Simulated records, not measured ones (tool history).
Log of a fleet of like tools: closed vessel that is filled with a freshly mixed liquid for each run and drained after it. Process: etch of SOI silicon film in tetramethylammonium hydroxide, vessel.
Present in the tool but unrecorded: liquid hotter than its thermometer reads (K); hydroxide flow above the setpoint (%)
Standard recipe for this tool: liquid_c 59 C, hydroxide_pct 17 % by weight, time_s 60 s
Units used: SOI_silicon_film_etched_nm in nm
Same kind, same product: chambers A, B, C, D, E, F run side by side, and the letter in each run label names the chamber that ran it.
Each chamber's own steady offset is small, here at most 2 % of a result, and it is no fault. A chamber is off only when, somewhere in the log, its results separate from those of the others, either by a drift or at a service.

| run | hour | liquid_c | hydroxide_pct | time_s | hours since the thermometer was replaced | hours since the hydroxide flow meter was replaced | read-back film thickness of the SOI silicon film reference wafer, read on the same gauge (nm) | SOI_silicon_film_etched_nm |
|---|---|---|---|---|---|---|---|---|
| 1A | 3.7 | 59 | 17 | 60 | 1301.7 | 233.1 | 39.971 | 178.56 |
| 2E | 9.2 | 59 | 17 | 60 | 2296.7 | 69.6 | 40.024 | 181.11 |
| 3D | 14.1 | 59 | 17 | 60 | 578.5 | 984 | 40.008 | 179.39 |
| 4C | 18.7 | 59 | 17 | 60 | 1499.6 | 334 | 39.992 | 175.53 |
| 5B | 24.5 | 59 | 17 | 60 | 1756.2 | 1790.7 | 39.989 | 178.23 |
| 6F | 29.9 | 59 | 17 | 60 | 1208.5 | 1146.2 | 39.995 | 176.15 |
| 7D | 35.3 | 59 | 17 | 60 | 599.7 | 1005.2 | 40.003 | 179.84 |
|  | 36.3 | chamber B: hydroxide flow meter replaced |
| 8F | 41 | 59 | 17 | 60 | 1219.6 | 1157.3 | 40.053 | 176.81 |
| 9E | 47.4 | 59 | 17 | 60 | 2334.9 | 107.8 | 39.981 | 182.34 |
| 10C | 54.1 | 59 | 17 | 60 | 1535 | 369.4 | 39.97 | 175.72 |
| 11A | 57.9 | 59 | 17 | 60 | 1355.9 | 287.3 | 40 | 177.89 |
| 12B | 61.3 | 59 | 17 | 60 | 1793 | 25.1 | 39.958 | 178.73 |
| 13C | 67.9 | 59 | 17 | 60 | 1548.8 | 383.2 | 40 | 174.91 |
| 14A | 72 | 59 | 17 | 60 | 1370 | 301.4 | 40 | 176.65 |
| 15F | 78 | 59 | 17 | 60 | 1256.6 | 1194.3 | 40.026 | 175.53 |
| 16B | 83.1 | 59 | 17 | 60 | 1814.8 | 46.9 | 40.044 | 177.95 |
| 17D | 87.1 | 56 | 17 | 60 | 651.5 | 1057 | 40.015 | 147.71 |
| 18E | 92.1 | 56 | 17 | 60 | 2379.6 | 152.5 | 40.016 | 149.27 |
| 19B | 96.9 | 56 | 17 | 60 | 1828.6 | 60.7 | 40.011 | 146.7 |
| 20E | 101 | 56 | 17 | 60 | 2388.5 | 161.4 | 40.009 | 149.67 |
| 21C | 104.1 | 56 | 17 | 60 | 1585 | 419.4 | 39.961 | 146.06 |
| 22A | 110.4 | 56 | 17 | 60 | 1408.4 | 339.8 | 39.986 | 146.81 |
| 23F | 113.8 | 59 | 17 | 60 | 1292.4 | 1230.1 | 39.97 | 176.5 |
| 24D | 118.6 | 59 | 17 | 60 | 683 | 1088.5 | 40.01 | 179.04 |
| 25C | 125 | 59 | 17 | 60 | 1605.9 | 440.3 | 40.016 | 175.19 |
| 26A | 129.7 | 59 | 17 | 60 | 1427.7 | 359.1 | 40.019 | 177.49 |
| 27F | 135.5 | 59 | 17 | 60 | 1314.1 | 1251.8 | 39.953 | 176.61 |
| 28E | 139.1 | 59 | 17 | 60 | 2426.6 | 199.5 | 40.014 | 181.62 |
| 29B | 143.7 | 59 | 17 | 60 | 1875.4 | 107.5 | 39.975 | 177.47 |
| 30D | 148.8 | 59 | 17 | 60 | 713.2 | 1118.7 | 39.96 | 179.53 |
| 31E | 151.7 | 59 | 17 | 60 | 2439.2 | 212.1 | 39.993 | 181.61 |
| 32F | 158.2 | 59 | 17 | 60 | 1336.8 | 1274.5 | 40.032 | 175.68 |
| 33A | 164.8 | 54.5 | 12.5 | 60 | 1462.8 | 394.2 | 39.991 | 152.45 |
| 34B | 168.7 | 54.5 | 12.5 | 60 | 1900.4 | 132.5 | 39.982 | 151.59 |
| 35D | 175.2 | 54.5 | 12.5 | 60 | 739.6 | 1145.1 | 39.953 | 154.43 |
| 36C | 180.7 | 54.5 | 12.5 | 60 | 1661.6 | 496 | 39.968 | 150.49 |

The same settings go to every chamber for the next run, one line per chamber below. Forecast the results for each:
| 37A | 185.6 | 59 | 13.5 | 60 |  |  |  | ? |
| 37B | 185.6 | 59 | 13.5 | 60 |  |  |  | ? |
| 37C | 185.6 | 59 | 13.5 | 60 |  |  |  | ? |
| 37D | 185.6 | 59 | 13.5 | 60 |  |  |  | ? |
| 37E | 185.6 | 59 | 13.5 | 60 |  |  |  | ? |
| 37F | 185.6 | 59 | 13.5 | 60 |  |  |  | ? |

| run | SOI_silicon_film_etched_nm |
|---|---|
| 37A | 197.23 |
| 37B | 196.2 |
| 37C | 194.09 |
| 37D | 197.38 |
| 37E | 200.24 |
| 37F | 193.02 |

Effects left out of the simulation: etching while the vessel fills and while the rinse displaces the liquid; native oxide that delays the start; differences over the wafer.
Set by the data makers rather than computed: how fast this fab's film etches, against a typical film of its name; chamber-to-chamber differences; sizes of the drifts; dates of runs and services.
